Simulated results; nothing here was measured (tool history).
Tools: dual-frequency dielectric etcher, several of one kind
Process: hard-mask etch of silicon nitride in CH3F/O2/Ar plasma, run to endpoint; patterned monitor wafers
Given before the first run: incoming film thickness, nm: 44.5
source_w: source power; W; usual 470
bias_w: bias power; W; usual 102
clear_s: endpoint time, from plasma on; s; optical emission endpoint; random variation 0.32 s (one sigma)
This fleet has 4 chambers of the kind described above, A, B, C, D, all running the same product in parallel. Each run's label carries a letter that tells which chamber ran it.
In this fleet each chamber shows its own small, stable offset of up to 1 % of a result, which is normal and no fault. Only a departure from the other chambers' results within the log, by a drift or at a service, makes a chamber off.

{"run": "1D", "hour": 2.6, "source_w": 470, "bias_w": 102, "clear_s": 53.816}
{"run": "2A", "hour": 6.1, "source_w": 470, "bias_w": 102, "clear_s": 53.804}
{"hour": 10.5, "done": "chamber A: wet clean of the chamber"}
{"run": "3C", "hour": 11.3, "source_w": 470, "bias_w": 102, "clear_s": 54.056}
{"run": "4B", "hour": 16.9, "source_w": 470, "bias_w": 102, "clear_s": 53.737}
{"run": "5B", "hour": 20.3, "source_w": 470, "bias_w": 102, "clear_s": 53.647}
{"run": "6A", "hour": 25.8, "source_w": 470, "bias_w": 102, "clear_s": 54.034}
{"run": "7D", "hour": 28.4, "source_w": 470, "bias_w": 102, "clear_s": 54.249}
{"run": "8C", "hour": 33.2, "source_w": 470, "bias_w": 102, "clear_s": 53.395}
{"run": "9A", "hour": 37.1, "source_w": 470, "bias_w": 102, "clear_s": 53.85}
{"run": "10C", "hour": 41.1, "source_w": 470, "bias_w": 102, "clear_s": 53.475}
{"run": "11B", "hour": 46.0, "source_w": 470, "bias_w": 102, "clear_s": 53.409}
{"run": "12D", "hour": 48.8, "source_w": 470, "bias_w": 102, "clear_s": 53.661}
{"run": "13C", "hour": 52.9, "source_w": 470, "bias_w": 102, "clear_s": 54.279}
{"run": "14B", "hour": 56.0, "source_w": 470, "bias_w": 102, "clear_s": 53.4}
{"run": "15D", "hour": 61.4, "source_w": 470, "bias_w": 102, "clear_s": 53.749}
{"run": "16A", "hour": 64.0, "source_w": 470, "bias_w": 102, "clear_s": 54.33}
{"hour": 65.1, "done": "chamber C: source power generator calibrated"}
{"run": "17A", "hour": 66.7, "source_w": 470, "bias_w": 102, "clear_s": 54.348}
{"run": "18D", "hour": 71.0, "source_w": 470, "bias_w": 102, "clear_s": 53.79}
{"hour": 75.2, "done": "chamber B: wet clean of the chamber"}
{"run": "19B", "hour": 76.3, "source_w": 470, "bias_w": 102, "clear_s": 53.756}
{"run": "20C", "hour": 79.6, "source_w": 470, "bias_w": 102, "clear_s": 55.049}
{"run": "21B", "hour": 84.5, "source_w": 390, "bias_w": 115, "clear_s": 54.427}
{"run": "22A", "hour": 88.2, "source_w": 390, "bias_w": 115, "clear_s": 54.909}
{"run": "23C", "hour": 92.8, "source_w": 390, "bias_w": 115, "clear_s": 57.095}
{"run": "24D", "hour": 97.6, "source_w": 390, "bias_w": 115, "clear_s": 54.735}
{"run": "25A", "hour": 102.4, "source_w": 470, "bias_w": 102, "clear_s": 53.334}
{"run": "26C", "hour": 107.9, "source_w": 470, "bias_w": 102, "clear_s": 55.909}
{"run": "27B", "hour": 110.5, "source_w": 470, "bias_w": 102, "clear_s": 52.86}
{"run": "28D", "hour": 115.2, "source_w": 470, "bias_w": 102, "clear_s": 53.569}
{"run": "29A", "hour": 118.8, "source_w": 510, "bias_w": 102, "clear_s": 52.212}

One chamber off, gauge drift, or nothing amiss beyond the chambers' own small offsets? If it is a chamber, which one, and what is the likeliest cause?

Little by little, chamber C moves away from the other chambers.
Cause: etch rate under this chamber's usual, % = 5.23.

Which of the 4 candidates below, each the usual settings with something changed and its results left as question marks, puts chamber C back in line with what the other chambers give on the usual settings?
To be in line, a result may differ from the other chambers' mean on the usual settings by at most: clear_s 1.1 s
{"run": "30C-1", "hour": 122.9, "source_w": 530, "bias_w": 102, "clear_s": "?"}
{"run": "30C-2", "hour": 122.9, "source_w": 420, "bias_w": 90, "clear_s": "?"}
{"run": "30C-3", "hour": 122.9, "source_w": 470, "bias_w": 89, "clear_s": "?"}
{"run": "30C-4", "hour": 122.9, "source_w": 520, "bias_w": 114, "clear_s": "?"}

Usual-settings mean across the other chambers: clear_s 53.775 s
run=30C-1 clear_s=54.047
run=30C-2 clear_s=61.654
run=30C-3 clear_s=59.378
run=30C-4 clear_s=52.23
30C-1 is the one that brings the chamber's results back in line with the other chambers.

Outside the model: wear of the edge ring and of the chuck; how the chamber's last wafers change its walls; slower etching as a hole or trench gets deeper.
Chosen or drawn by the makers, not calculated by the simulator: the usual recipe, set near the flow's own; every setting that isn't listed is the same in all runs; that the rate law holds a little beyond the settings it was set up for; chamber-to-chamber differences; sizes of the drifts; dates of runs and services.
